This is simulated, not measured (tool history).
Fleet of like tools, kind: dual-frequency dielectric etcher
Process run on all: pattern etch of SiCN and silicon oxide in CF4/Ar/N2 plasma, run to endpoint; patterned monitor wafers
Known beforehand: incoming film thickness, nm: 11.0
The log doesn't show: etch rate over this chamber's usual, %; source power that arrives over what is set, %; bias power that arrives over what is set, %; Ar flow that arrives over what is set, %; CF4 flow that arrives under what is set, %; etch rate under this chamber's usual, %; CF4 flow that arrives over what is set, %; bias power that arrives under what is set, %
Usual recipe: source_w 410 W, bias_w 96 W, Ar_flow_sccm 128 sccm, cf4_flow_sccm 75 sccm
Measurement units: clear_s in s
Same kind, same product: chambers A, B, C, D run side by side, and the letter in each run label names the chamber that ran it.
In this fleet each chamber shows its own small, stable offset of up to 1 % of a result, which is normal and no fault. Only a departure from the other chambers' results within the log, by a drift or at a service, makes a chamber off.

run	hour	source_w	bias_w	Ar_flow_sccm	cf4_flow_sccm	hours since the last wet clean	hours since the last source power generator calibration	hours since the last bias power generator calibration	hours since the last Ar flow controller change	hours since the last CF4 flow controller change	clear_s
1C	6.3	410	96	128	75	578.9	1653.1	1449.2	354.6	5037.7	12.937
2A	12.4	410	96	128	75	133.2	1542.9	3554.5	1936.6	1087.5	13.062
3B	20	410	96	128	75	268.6	1291.1	49.8	563.9	2320.8	12.699
4D	31.7	410	96	128	75	82.4	1387.5	995.3	1286.5	866.7	12.988
5C	38.4	410	96	128	75	611	1685.2	1481.3	386.7	5069.8	12.782
6B	48.2	410	96	128	75	296.8	1319.3	78	592.1	2349	13.001
7D	58.6	410	96	128	75	109.3	1414.4	1022.2	1313.4	893.6	12.694
# hour 61.6: chamber C: wet clean of the chamber
8A	64.7	410	96	128	75	185.5	1595.2	3606.8	1988.9	1139.8	12.986
9C	70.6	410	106	141	75	9.1	1717.4	1513.5	418.9	5102	12.517
10A	78.2	410	106	141	75	199	1608.7	3620.3	2002.4	1153.3	12.758
11D	86.1	410	106	141	75	136.8	1441.9	1049.7	1340.9	921.1	12.634
12B	92.1	410	106	141	75	340.7	1363.2	121.9	636	2392.9	12.679
13A	100.1	510	96	118	75	220.9	1630.6	3642.2	2024.3	1175.2	10.577
14C	111.5	510	96	118	75	50	1758.3	1554.4	459.8	5142.9	10.543
15D	119.5	510	96	118	75	170.2	1475.3	1083.1	1374.3	954.5	10.442
16B	130	510	96	118	75	378.6	1401.1	159.8	673.9	2430.8	10.541
# hour 131.8: chamber B: wet clean of the chamber
17B	139.6	410	96	128	75	7.9	1410.7	169.4	683.5	2440.4	12.746
18C	149.6	410	96	158	75	88.1	1796.4	1592.5	497.9	5181	13.314
19D	156.6	410	96	158	75	207.3	1512.4	1120.2	1411.4	991.6	13.19
20A	167.6	410	96	158	75	288.4	1698.1	3709.7	2091.8	1242.7	13.547
21A	173.1	410	96	158	75	293.9	1703.6	3715.2	2097.3	1248.2	13.383
22C	178.7	410	96	128	75	117.2	1825.5	1621.6	527	5210.1	12.99
# hour 182.9: chamber C: bias power generator calibrated
23D	185.7	410	96	128	75	236.4	1541.5	1149.3	1440.5	1020.7	13.01
24B	191.5	410	96	128	75	59.8	1462.6	221.3	735.4	2492.3	12.906
25B	202.4	410	96	128	75	70.7	1473.5	232.2	746.3	2503.2	12.942
26A	207.5	410	96	128	75	328.3	1738	3749.6	2131.7	1282.6	13.071
27D	217.2	410	96	128	75	267.9	1573	1180.8	1472	1052.2	12.75
28C	224.1	410	96	128	75	162.6	1870.9	41.2	572.4	5255.5	12.899
29C	235.4	410	96	128	75	173.9	1882.2	52.5	583.7	5266.8	12.89
30A	243.3	410	96	128	75	364.1	1773.8	3785.4	2167.5	1318.4	12.988
31B	248.7	410	96	128	75	117	1519.8	278.5	792.6	2549.5	12.837
32D	256.8	410	96	128	75	307.5	1612.6	1220.4	1511.6	1091.8	12.798
33D	266.4	410	96	128	75	317.1	1622.2	1230	1521.2	1101.4	12.902
34C	275	410	96	128	75	213.5	1921.8	92.1	623.3	5306.4	13.115
# hour 280.2: chamber A: wet clean of the chamber
35B	286.3	410	96	128	75	154.6	1557.4	316.1	830.2	2587.1	12.963
36A	295.4	410	96	128	75	15.2	1825.9	3837.5	2219.6	1370.5	12.899
37D	300.5	350	96	112	75	351.2	1656.3	1264.1	1555.3	1135.5	14.321
38B	305.8	350	96	112	75	174.1	1576.9	335.6	849.7	2606.6	14.465
39A	312	350	96	112	75	31.8	1842.5	3854.1	2236.2	1387.1	14.684
40C	318.4	350	96	112	75	256.9	1965.2	135.5	666.7	5349.8	14.496
41C	325.1	410	96	128	75	263.6	1971.9	142.2	673.4	5356.5	12.834
42B	331.8	410	96	128	75	200.1	1602.9	361.6	875.7	2632.6	12.719
43D	340.6	410	96	128	75	391.3	1696.4	1304.2	1595.4	1175.6	12.854
44A	349.6	410	96	128	75	69.4	1880.1	3891.7	2273.8	1424.7	13.033

All 4 chambers run these settings next. Forecast each chamber's results:
45A	357.9	410	96	112	75						?
45B	357.9	410	96	112	75						?
45C	357.9	410	96	112	75						?
45D	357.9	410	96	112	75						?

run	clear_s
45A	12.483
45B	12.577
45C	12.877
45D	12.458
